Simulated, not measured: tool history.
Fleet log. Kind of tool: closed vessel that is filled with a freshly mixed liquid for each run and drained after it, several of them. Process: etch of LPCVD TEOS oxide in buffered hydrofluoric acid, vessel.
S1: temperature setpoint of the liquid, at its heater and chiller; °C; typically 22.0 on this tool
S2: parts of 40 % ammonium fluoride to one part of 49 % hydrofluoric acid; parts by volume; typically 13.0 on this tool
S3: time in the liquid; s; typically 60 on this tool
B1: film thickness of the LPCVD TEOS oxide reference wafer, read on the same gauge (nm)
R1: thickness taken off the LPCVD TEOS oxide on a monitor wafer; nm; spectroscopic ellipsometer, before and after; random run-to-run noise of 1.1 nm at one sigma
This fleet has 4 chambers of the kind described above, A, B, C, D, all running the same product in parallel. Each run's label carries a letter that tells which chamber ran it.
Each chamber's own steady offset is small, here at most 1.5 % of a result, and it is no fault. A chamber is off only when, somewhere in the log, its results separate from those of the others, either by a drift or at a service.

run 1D hour=6.2 | S1=22.0 S2=13.0 S3=60 | B1=99.990 | R1=126.210
run 2A hour=14.9 | S1=22.0 S2=13.0 S3=60 | B1=100.010 | R1=126.180
run 3B hour=22.5 | S1=22.0 S2=13.0 S3=60 | B1=100.010 | R1=125.020
-- hour=29.9 chamber A: thermometer replaced
run 4C hour=32.0 | S1=22.0 S2=13.0 S3=60 | B1=100.000 | R1=128.410
run 5A hour=37.4 | S1=22.0 S2=13.0 S3=60 | B1=100.010 | R1=126.320
run 6B hour=46.5 | S1=22.0 S2=13.0 S3=60 | B1=100.020 | R1=126.170
run 7D hour=55.9 | S1=22.0 S2=13.0 S3=30 | B1=100.010 | R1=62.136
run 8C hour=64.0 | S1=22.0 S2=13.0 S3=30 | B1=100.020 | R1=64.473
run 9A hour=72.4 | S1=22.0 S2=13.0 S3=30 | B1=99.989 | R1=64.474
run 10C hour=78.7 | S1=22.0 S2=13.0 S3=30 | B1=100.010 | R1=64.087
run 11B hour=85.7 | S1=22.0 S2=13.0 S3=60 | B1=100.050 | R1=126.830
run 12D hour=91.1 | S1=22.0 S2=13.0 S3=60 | B1=100.040 | R1=124.940
run 13C hour=95.5 | S1=22.0 S2=15.5 S3=35 | B1=100.010 | R1=62.654
-- hour=97.6 chamber C: hydrofluoric acid flow meter replaced
run 14B hour=104.9 | S1=22.0 S2=15.5 S3=35 | B1=100.010 | R1=61.889
run 15A hour=111.9 | S1=22.0 S2=15.5 S3=35 | B1=100.030 | R1=61.071
run 16D hour=118.7 | S1=22.0 S2=15.5 S3=35 | B1=99.976 | R1=61.763
-- hour=124.0 chamber A: hydrofluoric acid flow meter replaced
run 17A hour=125.3 | S1=22.0 S2=13.0 S3=60 | B1=99.985 | R1=127.390
run 18C hour=134.1 | S1=22.0 S2=13.0 S3=60 | B1=100.000 | R1=127.080
run 19B hour=139.7 | S1=22.0 S2=13.0 S3=60 | B1=100.040 | R1=125.100
run 20D hour=147.7 | S1=22.0 S2=13.0 S3=60 | B1=99.996 | R1=128.380
run 21A hour=153.1 | S1=22.0 S2=13.0 S3=60 | B1=99.972 | R1=126.420
run 22B hour=158.2 | S1=22.0 S2=13.0 S3=60 | B1=99.965 | R1=125.510
run 23C hour=167.8 | S1=25.5 S2=13.0 S3=45 | B1=100.020 | R1=116.050
run 24D hour=172.9 | S1=25.5 S2=13.0 S3=45 | B1=99.982 | R1=116.280
run 25D hour=181.7 | S1=25.5 S2=13.0 S3=45 | B1=99.987 | R1=112.250
run 26B hour=188.4 | S1=25.5 S2=13.0 S3=45 | B1=99.969 | R1=116.660
run 27C hour=197.1 | S1=22.0 S2=13.0 S3=60 | B1=99.998 | R1=128.460
run 28A hour=201.6 | S1=22.0 S2=9.0 S3=30 | B1=99.985 | R1=88.664
run 29C hour=209.7 | S1=22.0 S2=9.0 S3=30 | B1=99.982 | R1=87.766
run 30A hour=214.5 | S1=22.0 S2=9.0 S3=30 | B1=100.030 | R1=89.038
run 31D hour=223.7 | S1=22.0 S2=9.0 S3=30 | B1=99.967 | R1=86.805
run 32B hour=229.6 | S1=18.0 S2=13.0 S3=80 | B1=99.983 | R1=134.560
run 33C hour=238.7 | S1=18.0 S2=13.0 S3=80 | B1=99.998 | R1=135.610
run 34A hour=243.6 | S1=18.0 S2=13.0 S3=80 | B1=99.997 | R1=134.650
run 35B hour=253.3 | S1=18.0 S2=13.0 S3=80 | B1=100.020 | R1=134.620
run 36D hour=261.2 | S1=22.0 S2=13.0 S3=60 | B1=100.010 | R1=127.630
run 37C hour=269.5 | S1=22.0 S2=13.0 S3=60 | B1=99.985 | R1=126.710

All 4 chambers run these settings next. Forecast each chamber's results:
run 38A hour=276.7 | S1=22.0 S2=13.0 S3=35 | R1=?
run 38B hour=276.7 | S1=22.0 S2=13.0 S3=35 | R1=?
run 38C hour=276.7 | S1=22.0 S2=13.0 S3=35 | R1=?
run 38D hour=276.7 | S1=22.0 S2=13.0 S3=35 | R1=?

run=38A R1=74.154
run=38B R1=73.511
run=38C R1=76.041
run=38D R1=73.115
